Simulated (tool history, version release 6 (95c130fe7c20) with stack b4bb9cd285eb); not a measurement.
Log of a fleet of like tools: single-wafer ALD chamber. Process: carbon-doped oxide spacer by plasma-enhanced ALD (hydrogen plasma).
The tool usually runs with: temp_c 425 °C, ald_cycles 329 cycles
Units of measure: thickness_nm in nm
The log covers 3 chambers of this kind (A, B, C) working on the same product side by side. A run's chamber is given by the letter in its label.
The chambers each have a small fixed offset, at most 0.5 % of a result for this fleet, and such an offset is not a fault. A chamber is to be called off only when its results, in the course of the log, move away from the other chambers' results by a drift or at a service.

| run | hour | temp_c | ald_cycles | read-back reference wafer on the same gauge, thickness_nm | thickness_nm |
|---|---|---|---|---|---|
| 1C | 6 | 425 | 329 | 13.3 | 15.314 |
| 2B | 12.2 | 425 | 329 | 13.292 | 15.172 |
| 3A | 15.6 | 425 | 329 | 13.295 | 15.292 |
| 4B | 22.4 | 425 | 329 | 13.294 | 15.231 |
| 5A | 26.1 | 425 | 329 | 13.296 | 15.249 |
| 6C | 31.8 | 425 | 329 | 13.284 | 15.265 |
| 7A | 37.3 | 425 | 329 | 13.285 | 15.303 |
| 8C | 41.7 | 425 | 329 | 13.284 | 15.224 |
| 9B | 47.2 | 425 | 329 | 13.283 | 15.169 |
| 10B | 53.6 | 425 | 329 | 13.279 | 15.145 |
| 11A | 59.6 | 425 | 373 | 13.278 | 17.344 |
| 12C | 63.3 | 425 | 373 | 13.276 | 17.351 |
| 13B | 70.5 | 425 | 373 | 13.277 | 17.175 |
| 14A | 77.4 | 425 | 329 | 13.271 | 15.215 |
| 15C | 84.7 | 425 | 329 | 13.272 | 15.289 |
| 16A | 90.1 | 425 | 329 | 13.265 | 15.251 |
| 17C | 94.2 | 425 | 329 | 13.268 | 15.25 |
| 18B | 101.4 | 425 | 329 | 13.259 | 15.17 |
| 19C | 108.3 | 425 | 306 | 13.261 | 14.185 |
| 20B | 114.9 | 425 | 306 | 13.253 | 14.02 |
| 21A | 121.3 | 425 | 306 | 13.257 | 14.184 |
| 22B | 128.5 | 425 | 329 | 13.254 | 15.155 |
| 23C | 132.3 | 425 | 329 | 13.248 | 15.23 |
| 24A | 138.6 | 425 | 329 | 13.243 | 15.279 |
| 25C | 145.1 | 425 | 329 | 13.249 | 15.258 |
| 26A | 151.9 | 425 | 329 | 13.247 | 15.207 |
| 27B | 157.2 | 425 | 329 | 13.238 | 15.081 |
| 28A | 162.6 | 425 | 329 | 13.238 | 15.238 |
| 29B | 166.3 | 413 | 388 | 13.241 | 18.574 |
| 30C | 170.8 | 413 | 388 | 13.239 | 18.663 |
| 31A | 175.2 | 413 | 388 | 13.233 | 18.674 |
| 32C | 182.7 | 425 | 329 | 13.228 | 15.236 |
| 33B | 189.1 | 425 | 329 | 13.232 | 15.123 |
| 34B | 196.6 | 425 | 329 | 13.228 | 15.069 |
| 35A | 202.1 | 425 | 329 | 13.218 | 15.19 |
| 36C | 205.8 | 425 | 329 | 13.22 | 15.199 |
| 37B | 210.1 | 425 | 329 | 13.22 | 15.065 |
| 38A | 217.3 | 425 | 329 | 13.221 | 15.213 |
| 39C | 222.4 | 425 | 329 | 13.222 | 15.171 |
| 40A | 226.6 | 430 | 274 | 13.216 | 12.487 |
| 41B | 232.8 | 430 | 274 | 13.214 | 12.39 |
| 42C | 236.6 | 430 | 274 | 13.217 | 12.418 |
| 43B | 242.5 | 425 | 329 | 13.204 | 15.051 |

For the next run the whole fleet of 3 chambers uses the same settings. Give each chamber's results:
| 44A | 248 | 420 | 329 |  | ? |
| 44B | 248 | 420 | 329 |  | ? |
| 44C | 248 | 420 | 329 |  | ? |

| run | thickness_nm |
|---|---|
| 44A | 15.45 |
| 44B | 15.311 |
| 44C | 15.454 |

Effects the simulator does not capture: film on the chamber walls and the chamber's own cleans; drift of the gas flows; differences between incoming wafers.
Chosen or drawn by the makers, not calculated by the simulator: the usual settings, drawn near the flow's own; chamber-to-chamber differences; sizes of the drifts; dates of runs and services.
